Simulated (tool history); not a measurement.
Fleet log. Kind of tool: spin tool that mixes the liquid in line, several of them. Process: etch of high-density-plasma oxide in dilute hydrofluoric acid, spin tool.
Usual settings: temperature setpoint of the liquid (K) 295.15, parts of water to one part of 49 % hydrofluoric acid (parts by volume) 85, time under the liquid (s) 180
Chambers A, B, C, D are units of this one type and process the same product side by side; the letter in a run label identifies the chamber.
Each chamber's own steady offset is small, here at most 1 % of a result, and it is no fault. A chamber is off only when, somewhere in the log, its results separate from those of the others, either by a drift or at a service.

run	hour	temperature setpoint of the liquid (K)	parts of water to one part of 49 % hydrofluoric acid (parts by volume)	time under the liquid (s)	hours since the thermometer was replaced	hours since the hydrofluoric acid flow meter was replaced	read-back film thickness of the high-density-plasma oxide reference wafer, read on the same gauge (nm)	thickness taken off the high-density-plasma oxide on a monitor wafer (Å)
1A	4.9	295.15	85	180	152.8	1149.5	29.999	130.490
2C	9.2	295.15	85	180	2322.9	302.2	29.988	131.580
3D	14.6	295.15	85	180	868.6	555.8	30.000	130.590
4B	19.1	295.15	85	180	1765.1	839.9	29.988	132.130
5D	25.0	295.15	85	135	879.0	566.2	30.001	98.378
6A	30.1	295.15	85	135	178.0	1174.7	29.984	97.573
7B	34.5	295.15	85	135	1780.5	855.3	30.005	99.454
8C	39.9	295.15	85	135	2353.6	332.9	29.993	98.939
9B	46.3	295.15	85	100	1792.3	867.1	29.999	73.492
10D	49.9	295.15	85	100	903.9	591.1	29.988	72.702
11C	55.2	295.15	85	100	2368.9	348.2	29.996	73.452
12A	60.4	295.15	85	100	208.3	1205.0	29.997	72.701
13B	66.2	295.15	85	180	1812.2	887.0	30.001	132.200
14C	71.4	295.15	85	180	2385.1	364.4	29.995	132.770
15A	76.8	295.15	85	180	224.7	1221.4	29.997	131.000
16D	80.5	295.15	85	180	934.5	621.7	30.012	131.010
17B	86.8	293.65	75	180	1832.8	907.6	29.989	142.620
18A	93.3	293.65	75	180	241.2	1237.9	29.996	141.030
19D	97.2	293.65	75	180	951.2	638.4	29.969	140.640
20C	104.3	293.65	75	180	2418.0	397.3	29.989	142.820
21C	110.9	295.15	85	180	2424.6	403.9	30.005	132.080
22A	117.2	295.15	85	180	265.1	1261.8	30.003	130.400
23D	122.9	295.15	85	180	976.9	664.1	30.007	131.090
24B	128.3	299.15	95	180	1874.3	949.1	29.992	136.260
25B	133.6	299.15	95	180	1879.6	954.4	29.988	137.010
26A	139.3	299.15	95	180	287.2	1283.9	29.982	135.090
27C	145.9	299.15	95	180	2459.6	438.9	30.002	137.730
28D	153.1	295.15	85	180	1007.1	694.3	29.996	130.780
29B	157.9	295.15	85	180	1903.9	978.7	29.997	132.260
30C	162.7	295.15	85	180	2476.4	455.7	30.015	132.280
31D	169.2	295.15	85	180	1023.2	710.4	30.002	131.200
32A	174.0	295.15	85	180	321.9	1318.6	30.006	130.230
33D	177.2	295.15	85	180	1031.2	718.4	30.010	130.330
34A	183.1	295.15	85	180	331.0	1327.7	30.006	130.830
35B	186.7	295.15	85	180	1932.7	1007.5	29.989	132.930
36C	190.6	295.15	85	180	2504.3	483.6	29.981	132.830
37C	197.2	295.15	85	180	2510.9	490.2	29.987	132.210
38B	203.9	295.15	85	180	1949.9	1024.7	30.000	132.600
39D	211.0	295.15	85	180	1065.0	752.2	30.014	131.320

Predict what each chamber gives when all 4 of them run the settings below next.
40A	216.3	295.15	85	180				?
40B	216.3	295.15	85	180				?
40C	216.3	295.15	85	180				?
40D	216.3	295.15	85	180				?

run	thickness taken off the high-density-plasma oxide on a monitor wafer (Å)
40A	130.560
40B	133.170
40C	132.150
40D	130.880
